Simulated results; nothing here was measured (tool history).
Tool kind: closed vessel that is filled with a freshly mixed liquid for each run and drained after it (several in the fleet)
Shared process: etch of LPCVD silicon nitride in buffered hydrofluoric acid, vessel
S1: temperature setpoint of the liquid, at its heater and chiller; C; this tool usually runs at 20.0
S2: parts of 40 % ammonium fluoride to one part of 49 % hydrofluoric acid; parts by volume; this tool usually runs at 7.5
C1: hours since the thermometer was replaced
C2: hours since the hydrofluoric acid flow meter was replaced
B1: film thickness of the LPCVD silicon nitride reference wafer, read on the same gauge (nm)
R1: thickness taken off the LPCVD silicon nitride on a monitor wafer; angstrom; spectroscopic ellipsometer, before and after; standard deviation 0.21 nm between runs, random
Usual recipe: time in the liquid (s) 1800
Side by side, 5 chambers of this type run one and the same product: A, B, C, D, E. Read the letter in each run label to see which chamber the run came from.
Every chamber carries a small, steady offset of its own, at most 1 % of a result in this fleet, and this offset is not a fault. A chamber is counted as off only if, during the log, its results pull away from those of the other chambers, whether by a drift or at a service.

{"run": "1C", "hour": 2.4, "S1": 20.0, "S2": 7.5, "time in the liquid (s)": 1800, "C1": 1144.9, "C2": 302.8, "B1": 150.0, "R1": 289.23}
{"run": "2D", "hour": 5.0, "S1": 20.0, "S2": 7.5, "time in the liquid (s)": 1800, "C1": 147.3, "C2": 514.4, "B1": 149.99, "R1": 288.64}
{"run": "3E", "hour": 9.6, "S1": 20.0, "S2": 7.5, "time in the liquid (s)": 1800, "C1": 110.2, "C2": 516.3, "B1": 149.98, "R1": 285.84}
{"run": "4A", "hour": 13.6, "S1": 20.0, "S2": 7.5, "time in the liquid (s)": 1800, "C1": 341.6, "C2": 976.6, "B1": 149.97, "R1": 290.34}
{"run": "5B", "hour": 17.3, "S1": 20.0, "S2": 7.5, "time in the liquid (s)": 1800, "C1": 3080.7, "C2": 429.4, "B1": 150.02, "R1": 290.68}
{"run": "6D", "hour": 19.6, "S1": 20.0, "S2": 7.5, "time in the liquid (s)": 1800, "C1": 161.9, "C2": 529.0, "B1": 150.01, "R1": 287.54}
{"run": "7B", "hour": 22.1, "S1": 20.0, "S2": 7.5, "time in the liquid (s)": 1800, "C1": 3085.5, "C2": 434.2, "B1": 150.02, "R1": 289.83}
{"run": "8A", "hour": 24.9, "S1": 20.0, "S2": 7.5, "time in the liquid (s)": 1800, "C1": 352.9, "C2": 987.9, "B1": 150.05, "R1": 289.46}
{"run": "9E", "hour": 28.5, "S1": 20.0, "S2": 7.5, "time in the liquid (s)": 1800, "C1": 129.1, "C2": 535.2, "B1": 150.02, "R1": 284.52}
{"run": "10C", "hour": 33.0, "S1": 20.0, "S2": 7.5, "time in the liquid (s)": 1800, "C1": 1175.5, "C2": 333.4, "B1": 150.0, "R1": 284.33}
{"run": "11A", "hour": 36.8, "S1": 20.0, "S2": 7.5, "time in the liquid (s)": 1800, "C1": 364.8, "C2": 999.8, "B1": 150.0, "R1": 290.51}
{"run": "12D", "hour": 39.1, "S1": 20.0, "S2": 7.5, "time in the liquid (s)": 1800, "C1": 181.4, "C2": 548.5, "B1": 149.96, "R1": 284.5}
{"run": "13C", "hour": 42.1, "S1": 20.0, "S2": 7.5, "time in the liquid (s)": 1800, "C1": 1184.6, "C2": 342.5, "B1": 150.0, "R1": 286.31}
{"run": "14B", "hour": 44.8, "S1": 20.0, "S2": 7.5, "time in the liquid (s)": 1800, "C1": 3108.2, "C2": 456.9, "B1": 149.99, "R1": 291.65}
{"run": "15E", "hour": 48.6, "S1": 20.0, "S2": 7.5, "time in the liquid (s)": 1800, "C1": 149.2, "C2": 555.3, "B1": 150.06, "R1": 286.34}
{"run": "16E", "hour": 52.9, "S1": 24.5, "S2": 6.5, "time in the liquid (s)": 1800, "C1": 153.5, "C2": 559.6, "B1": 150.02, "R1": 420.55}
{"run": "17C", "hour": 57.5, "S1": 24.5, "S2": 6.5, "time in the liquid (s)": 1800, "C1": 1200.0, "C2": 357.9, "B1": 150.01, "R1": 416.12}
{"run": "18D", "hour": 61.9, "S1": 24.5, "S2": 6.5, "time in the liquid (s)": 1800, "C1": 204.2, "C2": 571.3, "B1": 150.03, "R1": 418.16}
{"run": "19B", "hour": 66.3, "S1": 24.5, "S2": 6.5, "time in the liquid (s)": 1800, "C1": 3129.7, "C2": 478.4, "B1": 149.97, "R1": 427.07}
{"run": "20A", "hour": 69.3, "S1": 24.5, "S2": 6.5, "time in the liquid (s)": 1800, "C1": 397.3, "C2": 1032.3, "B1": 149.98, "R1": 424.27}
{"run": "21D", "hour": 74.0, "S1": 23.5, "S2": 8.5, "time in the liquid (s)": 1800, "C1": 216.3, "C2": 583.4, "B1": 150.02, "R1": 305.44}
{"run": "22B", "hour": 76.3, "S1": 23.5, "S2": 8.5, "time in the liquid (s)": 1800, "C1": 3139.7, "C2": 488.4, "B1": 150.01, "R1": 310.25}
{"run": "23A", "hour": 79.9, "S1": 23.5, "S2": 8.5, "time in the liquid (s)": 1800, "C1": 407.9, "C2": 1042.9, "B1": 149.99, "R1": 303.89}
{"run": "24E", "hour": 84.7, "S1": 23.5, "S2": 8.5, "time in the liquid (s)": 1800, "C1": 185.3, "C2": 591.4, "B1": 150.01, "R1": 301.98}
{"run": "25C", "hour": 88.6, "S1": 23.5, "S2": 8.5, "time in the liquid (s)": 1800, "C1": 1231.1, "C2": 389.0, "B1": 150.0, "R1": 303.6}
{"run": "26A", "hour": 92.7, "S1": 20.0, "S2": 7.5, "time in the liquid (s)": 1800, "C1": 420.7, "C2": 1055.7, "B1": 150.02, "R1": 290.04}
{"run": "27D", "hour": 94.8, "S1": 20.0, "S2": 7.5, "time in the liquid (s)": 1800, "C1": 237.1, "C2": 604.2, "B1": 150.01, "R1": 287.56}
{"run": "28E", "hour": 98.7, "S1": 20.0, "S2": 7.5, "time in the liquid (s)": 1800, "C1": 199.3, "C2": 605.4, "B1": 149.97, "R1": 287.62}
{"run": "29C", "hour": 101.7, "S1": 20.0, "S2": 7.5, "time in the liquid (s)": 1800, "C1": 1244.2, "C2": 402.1, "B1": 149.95, "R1": 285.32}
{"run": "30B", "hour": 104.5, "S1": 20.0, "S2": 7.5, "time in the liquid (s)": 1800, "C1": 3167.9, "C2": 516.6, "B1": 149.98, "R1": 290.99}
{"run": "31C", "hour": 107.9, "S1": 20.0, "S2": 7.5, "time in the liquid (s)": 1800, "C1": 1250.4, "C2": 408.3, "B1": 150.02, "R1": 282.36}
{"run": "32D", "hour": 110.6, "S1": 17.5, "S2": 7.5, "time in the liquid (s)": 1800, "C1": 252.9, "C2": 620.0, "B1": 150.02, "R1": 248.51}
{"run": "33E", "hour": 113.5, "S1": 17.5, "S2": 7.5, "time in the liquid (s)": 1800, "C1": 214.1, "C2": 620.2, "B1": 149.99, "R1": 249.34}
{"run": "34A", "hour": 118.4, "S1": 17.5, "S2": 7.5, "time in the liquid (s)": 1800, "C1": 446.4, "C2": 1081.4, "B1": 149.99, "R1": 251.09}
{"run": "35B", "hour": 121.9, "S1": 17.5, "S2": 7.5, "time in the liquid (s)": 1800, "C1": 3185.3, "C2": 534.0, "B1": 150.04, "R1": 252.04}

All 5 chambers run these settings next. Forecast each chamber's results:
{"run": "36A", "hour": 125.5, "S1": 20.0, "S2": 7.5, "time in the liquid (s)": 1800, "R1": "?"}
{"run": "36B", "hour": 125.5, "S1": 20.0, "S2": 7.5, "time in the liquid (s)": 1800, "R1": "?"}
{"run": "36C", "hour": 125.5, "S1": 20.0, "S2": 7.5, "time in the liquid (s)": 1800, "R1": "?"}
{"run": "36D", "hour": 125.5, "S1": 20.0, "S2": 7.5, "time in the liquid (s)": 1800, "R1": "?"}
{"run": "36E", "hour": 125.5, "S1": 20.0, "S2": 7.5, "time in the liquid (s)": 1800, "R1": "?"}

run=36A R1=289.58
run=36B R1=290.54
run=36C R1=286.99
run=36D R1=288.91
run=36E R1=284.97
